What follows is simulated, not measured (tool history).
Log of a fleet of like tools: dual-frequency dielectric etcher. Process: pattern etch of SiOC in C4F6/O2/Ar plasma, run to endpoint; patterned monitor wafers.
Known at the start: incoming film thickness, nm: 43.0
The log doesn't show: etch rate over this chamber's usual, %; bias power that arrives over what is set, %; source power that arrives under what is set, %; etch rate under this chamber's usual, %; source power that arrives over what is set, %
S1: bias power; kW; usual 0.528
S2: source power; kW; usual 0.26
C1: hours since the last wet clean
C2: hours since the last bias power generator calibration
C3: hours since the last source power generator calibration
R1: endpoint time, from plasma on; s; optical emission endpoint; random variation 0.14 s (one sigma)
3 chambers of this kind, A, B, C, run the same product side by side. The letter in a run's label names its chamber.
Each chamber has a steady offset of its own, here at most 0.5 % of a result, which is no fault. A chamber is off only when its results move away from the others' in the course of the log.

run 1B hour=11.3 | S1=0.528 S2=0.26 | C1=232 C2=2319.5 C3=867.2 | R1=16.445
run 2A hour=25.8 | S1=0.528 S2=0.26 | C1=145.1 C2=851.2 C3=2545.4 | R1=16.784
run 3C hour=35.5 | S1=0.528 S2=0.26 | C1=83.4 C2=134.2 C3=789.6 | R1=16.462
run 4C hour=51.3 | S1=0.528 S2=0.26 | C1=99.2 C2=150 C3=805.4 | R1=16.502
run 5B hour=67.1 | S1=0.528 S2=0.26 | C1=287.8 C2=2375.3 C3=923 | R1=16.625
run 6A hour=79.4 | S1=0.528 S2=0.26 | C1=198.7 C2=904.8 C3=2599 | R1=16.566
run 7B hour=89.3 | S1=0.528 S2=0.24 | C1=310 C2=2397.5 C3=945.2 | R1=17.183
run 8C hour=100.7 | S1=0.528 S2=0.24 | C1=148.6 C2=199.4 C3=854.8 | R1=16.956
run 9A hour=108.7 | S1=0.528 S2=0.24 | C1=228 C2=934.1 C3=2628.3 | R1=17.297
run 10C hour=118 | S1=0.528 S2=0.26 | C1=165.9 C2=216.7 C3=872.1 | R1=16.236
run 11B hour=133.5 | S1=0.528 S2=0.26 | C1=354.2 C2=2441.7 C3=989.4 | R1=16.571
run 12A hour=147.6 | S1=0.471 S2=0.23 | C1=266.9 C2=973 C3=2667.2 | R1=18.163
run 13C hour=163.1 | S1=0.471 S2=0.23 | C1=211 C2=261.8 C3=917.2 | R1=17.893
run 14A hour=177.1 | S1=0.471 S2=0.23 | C1=296.4 C2=1002.5 C3=2696.7 | R1=18.289
run 15B hour=191.3 | S1=0.528 S2=0.26 | C1=412 C2=2499.5 C3=1047.2 | R1=16.501
run 16B hour=204.1 | S1=0.528 S2=0.26 | C1=424.8 C2=2512.3 C3=1060 | R1=16.551
-- hour=210.7 chamber B: wet clean of the chamber
run 17C hour=219.2 | S1=0.528 S2=0.26 | C1=267.1 C2=317.9 C3=973.3 | R1=16.51
run 18A hour=226.4 | S1=0.528 S2=0.26 | C1=345.7 C2=1051.8 C3=2746 | R1=16.699
run 19C hour=240.1 | S1=0.528 S2=0.26 | C1=288 C2=338.8 C3=994.2 | R1=16.586
run 20A hour=252.3 | S1=0.528 S2=0.26 | C1=371.6 C2=1077.7 C3=2771.9 | R1=16.798
run 21B hour=260.2 | S1=0.528 S2=0.26 | C1=49.5 C2=2568.4 C3=1116.1 | R1=17.103
run 22A hour=270.3 | S1=0.528 S2=0.26 | C1=389.6 C2=1095.7 C3=2789.9 | R1=16.663
run 23B hour=285.5 | S1=0.528 S2=0.26 | C1=74.8 C2=2593.7 C3=1141.4 | R1=17.19
run 24C hour=293.2 | S1=0.528 S2=0.26 | C1=341.1 C2=391.9 C3=1047.3 | R1=16.34
run 25C hour=309.4 | S1=0.528 S2=0.26 | C1=357.3 C2=408.1 C3=1063.5 | R1=16.61
run 26B hour=316.7 | S1=0.528 S2=0.26 | C1=106 C2=2624.9 C3=1172.6 | R1=17.469
run 27A hour=325.6 | S1=0.528 S2=0.26 | C1=444.9 C2=1151 C3=2845.2 | R1=16.782
run 28C hour=333.8 | S1=0.528 S2=0.26 | C1=381.7 C2=432.5 C3=1087.9 | R1=16.505
run 29A hour=349.9 | S1=0.528 S2=0.26 | C1=469.2 C2=1175.3 C3=2869.5 | R1=16.564
run 30B hour=358.5 | S1=0.528 S2=0.26 | C1=147.8 C2=2666.7 C3=1214.4 | R1=17.367
run 31B hour=366.9 | S1=0.528 S2=0.26 | C1=156.2 C2=2675.1 C3=1222.8 | R1=17.295
run 32A hour=378.9 | S1=0.528 S2=0.26 | C1=498.2 C2=1204.3 C3=2898.5 | R1=16.627
-- hour=387.3 chamber A: wet clean of the chamber
run 33C hour=394.3 | S1=0.528 S2=0.26 | C1=442.2 C2=493 C3=1148.4 | R1=16.894
run 34C hour=404.6 | S1=0.528 S2=0.26 | C1=452.5 C2=503.3 C3=1158.7 | R1=16.428
run 35A hour=413.5 | S1=0.528 S2=0.26 | C1=26.2 C2=1238.9 C3=2933.1 | R1=16.821

Next, every chamber runs the same settings. What will each give?
run 36A hour=425.2 | S1=0.528 S2=0.26 | R1=?
run 36B hour=425.2 | S1=0.528 S2=0.26 | R1=?
run 36C hour=425.2 | S1=0.528 S2=0.26 | R1=?

run=36A R1=16.847
run=36B R1=17.212
run=36C R1=16.514

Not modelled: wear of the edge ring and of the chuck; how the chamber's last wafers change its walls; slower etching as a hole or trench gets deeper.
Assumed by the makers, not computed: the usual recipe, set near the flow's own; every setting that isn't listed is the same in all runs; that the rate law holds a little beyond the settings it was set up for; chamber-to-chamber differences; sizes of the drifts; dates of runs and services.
